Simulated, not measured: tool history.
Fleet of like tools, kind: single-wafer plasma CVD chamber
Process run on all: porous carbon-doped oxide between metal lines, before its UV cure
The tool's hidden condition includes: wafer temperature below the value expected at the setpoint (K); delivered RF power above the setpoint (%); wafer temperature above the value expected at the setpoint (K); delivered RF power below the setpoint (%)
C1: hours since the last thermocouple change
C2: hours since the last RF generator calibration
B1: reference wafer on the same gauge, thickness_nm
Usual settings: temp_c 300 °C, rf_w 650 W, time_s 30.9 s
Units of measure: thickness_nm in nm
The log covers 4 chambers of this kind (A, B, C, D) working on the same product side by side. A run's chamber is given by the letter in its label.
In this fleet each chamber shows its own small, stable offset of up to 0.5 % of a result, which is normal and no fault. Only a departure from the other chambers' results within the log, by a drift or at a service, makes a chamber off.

{"run": "1B", "hour": 4.2, "temp_c": 300, "rf_w": 650, "time_s": 30.9, "C1": 1017.4, "C2": 932.9, "B1": 223.92, "thickness_nm": 199.5}
{"run": "2A", "hour": 6.8, "temp_c": 300, "rf_w": 650, "time_s": 30.9, "C1": 1668, "C2": 1202.7, "B1": 224.08, "thickness_nm": 197.97}
{"run": "3D", "hour": 9.3, "temp_c": 300, "rf_w": 650, "time_s": 30.9, "C1": 1067.8, "C2": 615.4, "B1": 224.34, "thickness_nm": 198.4}
{"run": "4C", "hour": 11.8, "temp_c": 300, "rf_w": 650, "time_s": 30.9, "C1": 720.9, "C2": 594.2, "B1": 223.94, "thickness_nm": 196.49}
{"run": "5A", "hour": 15.9, "temp_c": 300, "rf_w": 650, "time_s": 30.9, "C1": 1677.1, "C2": 1211.8, "B1": 224.21, "thickness_nm": 197.06}
{"run": "6B", "hour": 19.8, "temp_c": 300, "rf_w": 650, "time_s": 30.9, "C1": 1033, "C2": 948.5, "B1": 223.92, "thickness_nm": 196.6}
{"run": "7D", "hour": 24.0, "temp_c": 300, "rf_w": 650, "time_s": 30.9, "C1": 1082.5, "C2": 630.1, "B1": 223.85, "thickness_nm": 196.68}
{"run": "8C", "hour": 27.7, "temp_c": 300, "rf_w": 650, "time_s": 30.9, "C1": 736.8, "C2": 610.1, "B1": 223.95, "thickness_nm": 194.9}
{"run": "9A", "hour": 30.1, "temp_c": 300, "rf_w": 650, "time_s": 30.9, "C1": 1691.3, "C2": 1226, "B1": 224.13, "thickness_nm": 200.13}
{"run": "10B", "hour": 34.3, "temp_c": 300, "rf_w": 650, "time_s": 30.9, "C1": 1047.5, "C2": 963, "B1": 223.95, "thickness_nm": 197.92}
{"run": "11D", "hour": 37.7, "temp_c": 300, "rf_w": 650, "time_s": 30.9, "C1": 1096.2, "C2": 643.8, "B1": 223.98, "thickness_nm": 198.13}
{"run": "12C", "hour": 40.0, "temp_c": 300, "rf_w": 650, "time_s": 30.9, "C1": 749.1, "C2": 622.4, "B1": 224.01, "thickness_nm": 197.18}
{"run": "13B", "hour": 44.1, "temp_c": 300, "rf_w": 650, "time_s": 30.9, "C1": 1057.3, "C2": 972.8, "B1": 224.05, "thickness_nm": 198.45}
{"run": "14D", "hour": 48.0, "temp_c": 300, "rf_w": 545, "time_s": 30.9, "C1": 1106.5, "C2": 654.1, "B1": 223.88, "thickness_nm": 177.21}
{"run": "15C", "hour": 52.3, "temp_c": 300, "rf_w": 545, "time_s": 30.9, "C1": 761.4, "C2": 634.7, "B1": 224.15, "thickness_nm": 174.8}
{"run": "16A", "hour": 56.3, "temp_c": 300, "rf_w": 545, "time_s": 30.9, "C1": 1717.5, "C2": 1252.2, "B1": 224, "thickness_nm": 179.06}
{"run": "17A", "hour": 60.4, "temp_c": 300, "rf_w": 545, "time_s": 30.9, "C1": 1721.6, "C2": 1256.3, "B1": 224.2, "thickness_nm": 176.81}
{"run": "18C", "hour": 63.5, "temp_c": 300, "rf_w": 650, "time_s": 30.9, "C1": 772.6, "C2": 645.9, "B1": 223.88, "thickness_nm": 192.02}
{"run": "19B", "hour": 67.5, "temp_c": 300, "rf_w": 650, "time_s": 30.9, "C1": 1080.7, "C2": 996.2, "B1": 224.01, "thickness_nm": 197.91}
{"hour": 67.6, "done": "chamber B: thermocouple changed; heater temperature recalibrated"}
{"run": "20D", "hour": 70.1, "temp_c": 300, "rf_w": 650, "time_s": 30.9, "C1": 1128.6, "C2": 676.2, "B1": 224.11, "thickness_nm": 198.19}
{"run": "21D", "hour": 74.5, "temp_c": 300, "rf_w": 650, "time_s": 30.9, "C1": 1133, "C2": 680.6, "B1": 224.11, "thickness_nm": 196.66}
{"run": "22B", "hour": 77.6, "temp_c": 300, "rf_w": 650, "time_s": 30.9, "C1": 10, "C2": 1006.3, "B1": 224.27, "thickness_nm": 198.38}
{"run": "23C", "hour": 81.0, "temp_c": 300, "rf_w": 650, "time_s": 30.9, "C1": 790.1, "C2": 663.4, "B1": 223.78, "thickness_nm": 190.83}
{"run": "24A", "hour": 84.0, "temp_c": 300, "rf_w": 650, "time_s": 30.9, "C1": 1745.2, "C2": 1279.9, "B1": 224.16, "thickness_nm": 197.95}
{"run": "25D", "hour": 87.7, "temp_c": 300, "rf_w": 650, "time_s": 30.9, "C1": 1146.2, "C2": 693.8, "B1": 223.78, "thickness_nm": 198.54}
{"run": "26A", "hour": 90.3, "temp_c": 287, "rf_w": 650, "time_s": 30.9, "C1": 1751.5, "C2": 1286.2, "B1": 223.82, "thickness_nm": 213.74}
{"run": "27C", "hour": 93.7, "temp_c": 287, "rf_w": 650, "time_s": 30.9, "C1": 802.8, "C2": 676.1, "B1": 223.86, "thickness_nm": 204.85}
{"run": "28B", "hour": 96.5, "temp_c": 287, "rf_w": 650, "time_s": 30.9, "C1": 28.9, "C2": 1025.2, "B1": 224.25, "thickness_nm": 214.97}
{"run": "29C", "hour": 99.6, "temp_c": 287, "rf_w": 650, "time_s": 30.9, "C1": 808.7, "C2": 682, "B1": 224.02, "thickness_nm": 206.4}
{"run": "30A", "hour": 102.5, "temp_c": 300, "rf_w": 650, "time_s": 30.9, "C1": 1763.7, "C2": 1298.4, "B1": 223.99, "thickness_nm": 198.6}
{"run": "31D", "hour": 106.5, "temp_c": 300, "rf_w": 650, "time_s": 30.9, "C1": 1165, "C2": 712.6, "B1": 223.95, "thickness_nm": 198.37}
{"run": "32B", "hour": 110.0, "temp_c": 300, "rf_w": 650, "time_s": 30.9, "C1": 42.4, "C2": 1038.7, "B1": 224.1, "thickness_nm": 199.03}
{"hour": 112.3, "done": "chamber B: RF generator calibrated"}
{"run": "33B", "hour": 114.5, "temp_c": 300, "rf_w": 650, "time_s": 30.9, "C1": 46.9, "C2": 2.3, "B1": 224.26, "thickness_nm": 198.51}

For the next run the whole fleet of 4 chambers uses the same settings. Give each chamber's results:
{"run": "34A", "hour": 117.8, "temp_c": 300, "rf_w": 760, "time_s": 30.9, "thickness_nm": "?"}
{"run": "34B", "hour": 117.8, "temp_c": 300, "rf_w": 760, "time_s": 30.9, "thickness_nm": "?"}
{"run": "34C", "hour": 117.8, "temp_c": 300, "rf_w": 760, "time_s": 30.9, "thickness_nm": "?"}
{"run": "34D", "hour": 117.8, "temp_c": 300, "rf_w": 760, "time_s": 30.9, "thickness_nm": "?"}

run=34A thickness_nm=221.64
run=34B thickness_nm=221.42
run=34C thickness_nm=206.69
run=34D thickness_nm=217.98

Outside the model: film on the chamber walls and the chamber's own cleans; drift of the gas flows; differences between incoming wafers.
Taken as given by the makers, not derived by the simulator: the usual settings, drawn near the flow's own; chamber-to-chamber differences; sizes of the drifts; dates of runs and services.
